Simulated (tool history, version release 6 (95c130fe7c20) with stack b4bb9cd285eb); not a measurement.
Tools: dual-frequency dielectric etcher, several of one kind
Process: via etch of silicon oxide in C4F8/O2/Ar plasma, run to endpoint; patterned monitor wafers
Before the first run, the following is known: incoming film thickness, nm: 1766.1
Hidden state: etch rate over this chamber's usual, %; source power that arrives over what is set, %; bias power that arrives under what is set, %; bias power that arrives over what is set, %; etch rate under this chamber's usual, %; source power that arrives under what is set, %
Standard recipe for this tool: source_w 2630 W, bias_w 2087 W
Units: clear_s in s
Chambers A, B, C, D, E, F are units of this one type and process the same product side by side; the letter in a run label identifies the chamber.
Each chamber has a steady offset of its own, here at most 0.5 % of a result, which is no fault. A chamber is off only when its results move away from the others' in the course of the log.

run,day,source_w,bias_w,hours since the last wet clean,hours since the last source power generator calibration,hours since the last bias power generator calibration,clear_s
1F,0.467,2630,2087,78.6,128.4,607.8,309.72
2E,0.996,2630,2087,108.6,1323.7,2522.4,306.03
3A,1.550,2630,2087,399.7,659.5,142.6,309.50
4C,2.033,2630,2087,319.7,2730.1,817.7,308.45
5D,2.633,2630,2087,330.4,4030.8,1530.7,307.42
6B,3.079,2630,2087,508.6,1254.4,959.7,307.53
7E,3.700,2630,2087,173.5,1388.6,2587.3,307.16
8F,4.204,2630,2497,168.3,218.1,697.5,292.81
# day 4.421: chamber A: wet clean of the chamber
9B,4.729,2630,2497,548.2,1294.0,999.3,292.79
10D,5.188,2630,2497,391.7,4092.1,1592.0,293.22
# day 5.304: chamber D: wet clean of the chamber
11A,5.579,2630,2497,27.8,756.2,239.3,296.41
12C,6.038,2630,2497,415.8,2826.2,913.8,295.02
13F,6.642,2630,2497,226.8,276.6,756.0,294.87
14B,7.004,3060,1701,602.8,1348.6,1053.9,304.68
# day 7.292: chamber C: wet clean of the chamber
15E,7.571,3060,1701,266.4,1481.5,2680.2,309.01
16C,7.938,3060,1701,15.5,2871.8,959.4,306.58
# day 8.058: chamber B: wet clean of the chamber
17D,8.517,3060,1701,77.1,4172.0,1671.9,310.57
18A,9.038,3060,1701,110.8,839.2,322.3,308.36
19D,9.467,3060,1701,99.9,4194.8,1694.7,307.46
20E,9.867,2630,2087,321.5,1536.6,2735.3,306.89
21F,10.283,2630,2087,314.2,364.0,843.4,307.92
22B,10.788,2630,2087,65.6,1439.4,1144.7,311.26
23A,11.283,2630,2087,164.7,893.1,376.2,308.41
# day 11.321: chamber D: source power generator calibrated
24C,11.692,2630,2087,105.6,2961.9,1049.5,311.34
25E,12.304,2630,2087,380.0,1595.1,2793.8,306.31
26C,12.688,2630,2087,129.5,2985.8,1073.4,307.74
27A,13.238,2630,2087,211.6,940.0,423.1,309.83
28B,13.662,2630,2087,134.6,1508.4,1213.7,305.44
29D,14.050,2630,2087,209.9,65.6,1804.7,312.06
30F,14.546,2630,2087,416.5,466.3,945.7,309.15
31C,15.021,2630,1645,185.5,3041.8,1129.4,327.53
32D,15.621,2630,1645,247.6,103.3,1842.4,329.97
33A,15.996,2630,1645,277.8,1006.2,489.3,328.47
34B,16.283,2630,1645,197.5,1571.3,1276.6,327.94
35F,16.683,2630,1645,467.8,517.6,997.0,328.25
36E,17.204,2630,1645,497.6,1712.7,2911.4,326.23
37E,17.558,2630,2087,506.1,1721.2,2919.9,309.70

Is one chamber off against the others, does the gauge drift, or is nothing wrong? If a chamber is off, say which, and what the likeliest cause is.

No chamber stands off beyond its own small offset, and the gauge holds steady.

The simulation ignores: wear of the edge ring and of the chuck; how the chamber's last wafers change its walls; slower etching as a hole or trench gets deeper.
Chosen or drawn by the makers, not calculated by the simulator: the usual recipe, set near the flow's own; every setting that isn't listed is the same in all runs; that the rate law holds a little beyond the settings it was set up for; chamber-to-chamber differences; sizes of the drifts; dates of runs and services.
